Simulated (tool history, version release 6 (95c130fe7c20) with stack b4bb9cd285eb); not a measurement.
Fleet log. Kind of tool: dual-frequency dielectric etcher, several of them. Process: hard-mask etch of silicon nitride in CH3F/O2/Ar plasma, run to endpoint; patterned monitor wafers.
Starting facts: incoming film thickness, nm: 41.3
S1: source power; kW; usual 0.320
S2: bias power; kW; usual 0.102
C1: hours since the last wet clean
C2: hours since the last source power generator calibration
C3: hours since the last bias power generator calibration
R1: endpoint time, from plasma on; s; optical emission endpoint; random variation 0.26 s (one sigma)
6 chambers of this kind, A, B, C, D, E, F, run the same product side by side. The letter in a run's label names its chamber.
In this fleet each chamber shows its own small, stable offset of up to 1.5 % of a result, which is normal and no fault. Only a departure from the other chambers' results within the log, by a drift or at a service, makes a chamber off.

Run 1F, hour 7.1: usual settings; C1 202.8; C2 176.5; C3 759.0. Result: R1 57.272 s.
Run 2B, hour 20.2: usual settings; C1 76.4; C2 1649.5; C3 390.5. Result: R1 56.889 s.
Run 3C, hour 30.1: usual settings; C1 164.5; C2 1184.0; C3 1546.3. Result: R1 57.286 s.
Run 4D, hour 38.1: usual settings; C1 212.2; C2 2390.2; C3 2146.9. Result: R1 57.076 s.
Run 5E, hour 45.1: usual settings; C1 147.5; C2 503.9; C3 2427.1. Result: R1 57.884 s.
Run 6A, hour 53.1: usual settings; C1 588.1; C2 530.0; C3 997.7. Result: R1 58.083 s.
At hour 58.8: chamber A: wet clean of the chamber.
Run 7A, hour 65.2: usual settings but S1 0.390 kW; C1 6.4; C2 542.1; C3 1009.8. Result: R1 53.759 s.
Run 8D, hour 75.5: usual settings but S1 0.390 kW; C1 249.6; C2 2427.6; C3 2184.3. Result: R1 53.305 s.
Run 9E, hour 88.1: usual settings but S1 0.390 kW; C1 190.5; C2 546.9; C3 2470.1. Result: R1 54.164 s.
Run 10F, hour 99.0: usual settings but S1 0.390 kW; C1 294.7; C2 268.4; C3 850.9. Result: R1 52.507 s.
At hour 101.7: chamber B: source power generator calibrated.
Run 11C, hour 106.4: usual settings but S1 0.390 kW; C1 240.8; C2 1260.3; C3 1622.6. Result: R1 53.405 s.
Run 12B, hour 114.5: usual settings but S1 0.390 kW; C1 170.7; C2 12.8; C3 484.8. Result: R1 53.216 s.
Run 13A, hour 125.3: usual settings but S1 0.250 kW; C1 66.5; C2 602.2; C3 1069.9. Result: R1 63.399 s.
Run 14B, hour 131.6: usual settings but S1 0.250 kW; C1 187.8; C2 29.9; C3 501.9. Result: R1 61.865 s.
Run 15E, hour 137.9: usual settings but S1 0.250 kW; C1 240.3; C2 596.7; C3 2519.9. Result: R1 63.770 s.
Run 16D, hour 149.4: usual settings but S1 0.250 kW; C1 323.5; C2 2501.5; C3 2258.2. Result: R1 63.193 s.
Run 17C, hour 160.6: usual settings but S1 0.250 kW; C1 295.0; C2 1314.5; C3 1676.8. Result: R1 62.672 s.
Run 18F, hour 168.1: usual settings but S1 0.250 kW; C1 363.8; C2 337.5; C3 920.0. Result: R1 62.170 s.
Run 19A, hour 176.7: usual settings; C1 117.9; C2 653.6; C3 1121.3. Result: R1 58.081 s.
Run 20C, hour 188.0: usual settings; C1 322.4; C2 1341.9; C3 1704.2. Result: R1 57.134 s.
Run 21B, hour 200.8: usual settings; C1 257.0; C2 99.1; C3 571.1. Result: R1 57.041 s.
Run 22D, hour 206.9: usual settings; C1 381.0; C2 2559.0; C3 2315.7. Result: R1 57.307 s.
Run 23E, hour 215.5: usual settings; C1 317.9; C2 674.3; C3 2597.5. Result: R1 58.230 s.
Run 24F, hour 222.4: usual settings; C1 418.1; C2 391.8; C3 974.3. Result: R1 57.594 s.
Run 25C, hour 230.4: usual settings; C1 364.8; C2 1384.3; C3 1746.6. Result: R1 57.520 s.
Run 26A, hour 241.6: usual settings; C1 182.8; C2 718.5; C3 1186.2. Result: R1 58.005 s.
At hour 244.6: chamber F: wet clean of the chamber.
Run 27B, hour 248.2: usual settings; C1 304.4; C2 146.5; C3 618.5. Result: R1 56.637 s.
Run 28D, hour 254.2: usual settings but S1 0.250 kW, S2 0.077 kW; C1 428.3; C2 2606.3; C3 2363.0. Result: R1 70.113 s.
At hour 258.0: chamber D: wet clean of the chamber.
Run 29F, hour 261.4: usual settings but S1 0.250 kW, S2 0.077 kW; C1 16.8; C2 430.8; C3 1013.3. Result: R1 69.040 s.
Run 30E, hour 269.9: usual settings but S1 0.250 kW, S2 0.077 kW; C1 372.3; C2 728.7; C3 2651.9. Result: R1 71.146 s.
Run 31F, hour 276.6: usual settings but S1 0.250 kW, S2 0.077 kW; C1 32.0; C2 446.0; C3 1028.5. Result: R1 68.914 s.
Run 32D, hour 285.7: usual settings but S1 0.250 kW, S2 0.077 kW; C1 27.8; C2 2637.8; C3 2394.5. Result: R1 69.902 s.
Run 33C, hour 294.5: usual settings but S1 0.250 kW, S2 0.077 kW; C1 428.9; C2 1448.4; C3 1810.7. Result: R1 69.967 s.
Run 34B, hour 306.9: usual settings; C1 363.1; C2 205.2; C3 677.2. Result: R1 56.806 s.
Run 35A, hour 317.2: usual settings; C1 258.4; C2 794.1; C3 1261.8. Result: R1 58.405 s.
Run 36E, hour 326.4: usual settings; C1 428.8; C2 785.2; C3 2708.4. Result: R1 57.783 s.
At hour 337.1: chamber E: wet clean of the chamber.
Run 37C, hour 338.9: usual settings; C1 473.3; C2 1492.8; C3 1855.1. Result: R1 57.417 s.
Run 38F, hour 346.0: usual settings; C1 101.4; C2 515.4; C3 1097.9. Result: R1 57.206 s.
Run 39D, hour 353.5: usual settings; C1 95.6; C2 2705.6; C3 2462.3. Result: R1 57.512 s.
Run 40A, hour 359.6: usual settings; C1 300.8; C2 836.5; C3 1304.2. Result: R1 57.944 s.
Run 41B, hour 366.4: usual settings; C1 422.6; C2 264.7; C3 736.7. Result: R1 57.497 s.
Run 42E, hour 378.9: usual settings; C1 41.8; C2 837.7; C3 2760.9. Result: R1 57.823 s.
Run 43F, hour 387.2: usual settings; C1 142.6; C2 556.6; C3 1139.1. Result: R1 56.968 s.
Run 44E, hour 396.2: usual settings; C1 59.1; C2 855.0; C3 2778.2. Result: R1 58.471 s.

The same settings go to every chamber for the next run, one line per chamber below. Forecast the results for each:
Run 45A, hour 405.7: usual settings but S2 0.085 kW. Result: R1 ?.
Run 45B, hour 405.7: usual settings but S2 0.085 kW. Result: R1 ?.
Run 45C, hour 405.7: usual settings but S2 0.085 kW. Result: R1 ?.
Run 45D, hour 405.7: usual settings but S2 0.085 kW. Result: R1 ?.
Run 45E, hour 405.7: usual settings but S2 0.085 kW. Result: R1 ?.
Run 45F, hour 405.7: usual settings but S2 0.085 kW. Result: R1 ?.

run      R1
45A  61.742
45B  60.671
45C  60.806
45D  61.772
45E  62.046
45F  60.715
